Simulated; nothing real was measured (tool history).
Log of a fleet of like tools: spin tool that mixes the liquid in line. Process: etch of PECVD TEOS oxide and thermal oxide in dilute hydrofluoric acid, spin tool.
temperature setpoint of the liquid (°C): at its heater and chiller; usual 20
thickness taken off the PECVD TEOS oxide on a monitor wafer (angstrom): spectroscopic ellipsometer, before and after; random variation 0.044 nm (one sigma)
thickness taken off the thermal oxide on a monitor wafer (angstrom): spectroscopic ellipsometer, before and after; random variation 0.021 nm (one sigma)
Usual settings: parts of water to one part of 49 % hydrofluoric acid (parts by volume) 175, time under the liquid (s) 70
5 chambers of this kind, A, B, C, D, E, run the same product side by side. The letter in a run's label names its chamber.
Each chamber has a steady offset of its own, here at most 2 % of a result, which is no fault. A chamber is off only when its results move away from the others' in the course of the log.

run   hour  temperature setpoint of the liquid (°C)  parts of water to one part of 49 % hydrofluoric acid (parts by volume)  time under the liquid (s)  read-back film thickness of the PECVD TEOS oxide reference wafer, read on the same gauge (nm)  read-back film thickness of the thermal oxide reference wafer, read on the same gauge (nm)  thickness taken off the PECVD TEOS oxide on a monitor wafer (angstrom)  thickness taken off the thermal oxide on a monitor wafer (angstrom)
 1A    6.9                                       20                                                                     175                         70                                                                                         90.016                                                                                      59.975                                                                  71.798                                                               15.085
 2C   17.6                                       20                                                                     175                         70                                                                                         90.007                                                                                      60.012                                                                  72.451                                                               15.394
 3D   25.2                                       20                                                                     175                         70                                                                                         89.981                                                                                      59.989                                                                  71.511                                                               15.245
 4E   33.8                                       20                                                                     175                         70                                                                                         89.983                                                                                      60.015                                                                  72.276                                                               14.777
 5B   41.4                                       20                                                                     145                         70                                                                                         90.036                                                                                      59.966                                                                  88.987                                                               18.795
 6E   54.5                                       20                                                                     145                         70                                                                                         90.006                                                                                      59.965                                                                   90.25                                                               19.031
 7B   66.1                                       20                                                                     145                         70                                                                                         89.999                                                                                      59.994                                                                  88.326                                                               18.812
 8A   75.1                                       20                                                                     145                         70                                                                                         89.962                                                                                      60.009                                                                  89.588                                                               18.683
 9D   84.3                                       20                                                                     145                         70                                                                                         89.994                                                                                      59.957                                                                  89.562                                                               18.131
      94.6  -- chamber A: hydrofluoric acid flow meter replaced
10C   94.6                                       20                                                                     175                         70                                                                                         89.996                                                                                      59.945                                                                  71.512                                                               15.565
11E    106                                     23.5                                                                     225                         70                                                                                          89.99                                                                                      60.003                                                                   60.87                                                               12.915
12B  114.4                                     23.5                                                                     225                         70                                                                                         89.993                                                                                      60.041                                                                  60.996                                                               12.738
13D  126.5                                     23.5                                                                     225                         70                                                                                         89.998                                                                                      59.991                                                                   60.77                                                               12.586
     130.4  -- chamber C: thermometer replaced
14C  135.5                                     23.5                                                                     225                         70                                                                                         90.008                                                                                      60.001                                                                  61.356                                                               13.124
15A  147.3                                     23.5                                                                     225                         70                                                                                          89.98                                                                                      60.004                                                                  60.528                                                                12.76
16B  156.5                                       20                                                                     175                         70                                                                                         89.988                                                                                      59.997                                                                  72.292                                                               15.484
17E  164.6                                       20                                                                     235                         50                                                                                         90.004                                                                                      60.022                                                                  35.999                                                               7.5726
     171.4  -- chamber D: hydrofluoric acid flow meter replaced
18D    175                                       20                                                                     235                         50                                                                                         90.023                                                                                      60.041                                                                  36.641                                                               7.6977
19A    183                                       20                                                                     235                         50                                                                                         90.009                                                                                      59.981                                                                  36.392                                                               7.5312
20C  191.2                                       20                                                                     235                         50                                                                                         90.018                                                                                          60                                                                  36.532                                                               7.7843
21B  203.1                                       20                                                                     235                         50                                                                                         89.997                                                                                       60.03                                                                  36.261                                                               7.6519
22A  215.2                                       17                                                                     110                         70                                                                                         90.003                                                                                          60                                                                  106.51                                                               22.833
23D  220.8                                       17                                                                     110                         70                                                                                         90.011                                                                                      60.028                                                                  107.42                                                               22.799
24E  227.4                                       17                                                                     110                         70                                                                                         89.987                                                                                      60.002                                                                  108.79                                                               22.282
25C  233.9                                       17                                                                     110                         70                                                                                         90.032                                                                                      59.986                                                                  108.41                                                                23.06
26E  241.8                                       17                                                                     110                         70                                                                                         90.005                                                                                      60.016                                                                  108.71                                                               22.334
27A  253.9                                       20                                                                     175                         70                                                                                         90.004                                                                                      59.988                                                                  71.348                                                               14.751
28C  262.2                                       20                                                                     175                         70                                                                                         90.006                                                                                      59.964                                                                  71.882                                                               15.852
29D  272.2                                       20                                                                     175                         70                                                                                         89.994                                                                                      59.999                                                                  71.863                                                               15.213
30B  282.1                                       20                                                                     175                         70                                                                                         89.998                                                                                      60.005                                                                  71.571                                                               15.078
31E  292.2                                       20                                                                     175                         70                                                                                          89.98                                                                                      60.004                                                                  72.195                                                               14.672
32B  300.9                                     18.5                                                                     175                         70                                                                                         90.005                                                                                       59.98                                                                  67.932                                                               14.372
33A  311.8                                     18.5                                                                     175                         70                                                                                         90.038                                                                                      60.007                                                                  67.292                                                               14.013
34C  320.1                                     18.5                                                                     175                         70                                                                                         90.011                                                                                      59.998                                                                  67.097                                                               14.435
35D  330.6                                     18.5                                                                     175                         70                                                                                         89.985                                                                                      59.989                                                                  66.989                                                               14.505
36A    342                                     18.5                                                                     175                         70                                                                                         89.966                                                                                      59.986                                                                  68.316                                                               14.207
37B    354                                       20                                                                     175                         70                                                                                         89.993                                                                                      59.946                                                                  71.558                                                               15.222
38D  367.1                                       20                                                                     175                         70                                                                                         90.004                                                                                      60.025                                                                  71.491                                                               15.164

Next, every chamber runs the same settings. What will each give?
39A  376.5                                       20                                                                     175                         70                                                                                                                                                                                                                                                                  ?                                                                    ?
39B  376.5                                       20                                                                     175                         70                                                                                                                                                                                                                                                                  ?                                                                    ?
39C  376.5                                       20                                                                     175                         70                                                                                                                                                                                                                                                                  ?                                                                    ?
39D  376.5                                       20                                                                     175                         70                                                                                                                                                                                                                                                                  ?                                                                    ?
39E  376.5                                       20                                                                     175                         70                                                                                                                                                                                                                                                                  ?                                                                    ?

run  thickness taken off the PECVD TEOS oxide on a monitor wafer (angstrom)  thickness taken off the thermal oxide on a monitor wafer (angstrom)
39A                                                                  71.323                                                                15.01
39B                                                                  72.062                                                               15.205
39C                                                                  72.073                                                               15.398
39D                                                                  72.084                                                               14.756
39E                                                                  71.923                                                               15.122

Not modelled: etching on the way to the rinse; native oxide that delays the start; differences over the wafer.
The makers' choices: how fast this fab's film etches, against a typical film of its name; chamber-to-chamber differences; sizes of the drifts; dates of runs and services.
